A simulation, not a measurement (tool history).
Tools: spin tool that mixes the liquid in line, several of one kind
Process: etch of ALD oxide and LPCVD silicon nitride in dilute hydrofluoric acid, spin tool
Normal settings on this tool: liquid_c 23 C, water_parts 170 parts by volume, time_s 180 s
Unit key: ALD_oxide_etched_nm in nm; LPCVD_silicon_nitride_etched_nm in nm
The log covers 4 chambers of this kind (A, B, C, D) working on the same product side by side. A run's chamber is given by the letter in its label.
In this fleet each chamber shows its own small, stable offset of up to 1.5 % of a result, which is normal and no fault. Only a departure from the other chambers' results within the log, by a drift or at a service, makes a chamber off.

run,hour,liquid_c,water_parts,time_s,"read-back film thickness of the ALD oxide reference wafer, read on the same gauge (nm)","read-back film thickness of the LPCVD silicon nitride reference wafer, read on the same gauge (nm)",ALD_oxide_etched_nm,LPCVD_silicon_nitride_etched_nm
1D,3.7,23,170,180,139.97,140.01,11.163,0.51471
2B,10.5,23,170,180,140.01,139.98,11.044,0.50048
3C,14.9,23,170,180,140,140,11.146,0.47957
4A,21.2,23,170,180,139.98,139.99,11.113,0.52267
5C,26.2,23,170,180,139.99,139.97,11.216,0.51476
6A,31.6,23,170,180,140.02,139.99,11.247,0.51833
7D,35.5,23,170,180,140.06,139.99,11.168,0.52618
8B,40.3,23,170,180,140,139.99,10.943,0.50797
9D,45.9,23,170,180,139.97,140,11.07,0.50606
10B,53.3,23,170,180,139.99,139.99,11.108,0.49275
11A,60,23,170,180,140.06,139.98,11.245,0.4908
12C,65.4,26,170,80,140.02,140,5.5909,0.28558
13D,69.8,26,170,80,140.01,140.02,5.5311,0.28744
14A,77,26,170,80,139.93,139.99,5.5614,0.26858
# hour 82: chamber D: hydrofluoric acid flow meter replaced
15C,82.2,26,170,80,140.03,140,5.545,0.23844
16B,87.3,23,170,180,140,140,10.989,0.47756
# hour 88.5: chamber A: thermometer replaced
17D,91.6,23,170,180,139.98,139.99,11.075,0.52155
18A,96.8,23,170,180,140.02,140.01,11.204,0.48392
19B,102.2,23,170,180,140.01,140,11.023,0.49471
20C,109.9,23,170,180,139.95,140,11.14,0.53211
21B,117.6,23,170,180,140.01,140.01,11.083,0.50508
22D,122.3,23,170,180,139.98,140,11.139,0.51498
23A,128.5,23,170,180,139.99,140,11.167,0.51176
24C,132.5,26.5,170,180,140.02,140.01,12.401,0.56313
25B,139.8,26.5,170,180,139.96,140.01,12.696,0.57499
26D,143.4,26.5,170,180,139.98,140,12.738,0.59901
27C,147.3,26.5,170,180,139.99,140.01,12.24,0.65054
28A,150.8,20,210,180,140.03,140.01,7.7943,0.34161
29C,154.5,20,210,180,139.98,139.99,7.5232,0.33379
30D,162.1,20,210,180,140,140,7.8032,0.34185
31A,169.6,20,210,180,140.02,140.01,7.7524,0.36254
32B,177.3,23,170,180,140.01,140,11.075,0.53379
33B,182.2,23,170,180,140.01,139.99,11.041,0.53549
34D,189.7,26,170,270,140.04,139.99,18.604,0.92091
35C,195.9,26,170,270,140.04,140.01,17.718,0.85904
36A,199.7,26,170,270,140.04,139.99,18.657,0.99164
37B,204.5,26,170,270,140.01,140,18.583,0.9445
38D,210.1,23,170,180,140.01,139.99,11.168,0.48117
39C,213.7,23,170,180,139.96,140.01,10.462,0.41588

All chambers now run identical settings, listed one chamber a line with results as question marks. What results will each chamber show?
40A,219.3,23,170,180,,,?,?
40B,219.3,23,170,180,,,?,?
40C,219.3,23,170,180,,,?,?
40D,219.3,23,170,180,,,?,?

run,ALD_oxide_etched_nm,LPCVD_silicon_nitride_etched_nm
40A,11.182,0.52583
40B,10.929,0.50071
40C,10.402,0.44068
40D,11.099,0.53878
